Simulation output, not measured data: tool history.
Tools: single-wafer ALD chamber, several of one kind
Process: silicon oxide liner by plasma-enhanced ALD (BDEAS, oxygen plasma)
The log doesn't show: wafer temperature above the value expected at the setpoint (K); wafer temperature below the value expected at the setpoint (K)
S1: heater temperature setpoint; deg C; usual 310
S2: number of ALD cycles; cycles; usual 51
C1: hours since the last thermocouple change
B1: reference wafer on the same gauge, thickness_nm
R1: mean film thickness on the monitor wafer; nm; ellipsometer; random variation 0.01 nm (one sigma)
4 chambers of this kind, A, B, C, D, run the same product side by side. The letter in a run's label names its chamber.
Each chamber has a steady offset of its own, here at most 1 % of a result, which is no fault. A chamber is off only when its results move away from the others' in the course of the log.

run   hour   S1  S2      C1      B1      R1
 1D    4.2  310  51   773.3  3.9909  4.6796
 2C   12.4  310  51  1863.3  3.9903  4.6387
 3B   19.9  310  51  1683.4  3.9896  4.6490
 4A   28.9  310  51   715.6  3.9889  4.6451
 5D   37.2  310  51   806.3  3.9906  4.6853
 6B   43.4  310  51  1706.9  3.9905  4.6623
 7C   50.8  310  51  1901.7  3.9891  4.6356
 8A   55.9  310  51   742.6  3.9920  4.6331
 9B   61.8  310  51  1725.3  3.9893  4.6486
10A   65.8  310  51   752.5  3.9896  4.6197
11D   73.0  321  42   842.1  3.9877  3.8004
12C   81.5  321  42  1932.4  3.9907  3.7633
13B   88.2  321  42  1751.7  3.9910  3.7752
14A   94.8  321  42   781.5  3.9888  3.7486
15D  100.4  296  55   869.5  3.9909  5.1829
16C  106.8  296  55  1957.7  3.9904  5.1383
17B  114.4  296  55  1777.9  3.9919  5.1613
18A  121.3  296  55   808.0  3.9879  5.1280
19C  129.7  310  51  1980.6  3.9902  4.6318
20D  138.2  315  56   907.3  3.9892  5.0966
21D  146.3  315  56   915.4  3.9921  5.1077
22B  151.9  315  56  1815.4  3.9921  5.0935
23A  160.3  315  56   847.0  3.9900  5.0454
24C  165.5  310  51  2016.4  3.9928  4.6405
25A  171.9  310  51   858.6  3.9894  4.6093
26D  178.6  310  51   947.7  3.9916  4.6806
27C  186.1  310  51  2037.0  3.9901  4.6338
28B  191.2  310  51  1854.7  3.9897  4.6581
29A  198.1  310  46   884.8  3.9909  4.1699
30B  206.6  310  46  1870.1  3.9904  4.1956
31C  211.1  310  46  2062.0  3.9913  4.1790
32D  218.8  310  46   987.9  3.9896  4.2342
33A  226.5  310  55   913.2  3.9892  4.9966

All 4 chambers run these settings next. Forecast each chamber's results:
34A  233.0  310  51           ?
34B  233.0  310  51           ?
34C  233.0  310  51           ?
34D  233.0  310  51           ?

run      R1
34A  4.6399
34B  4.6613
34C  4.6259
34D  4.6756
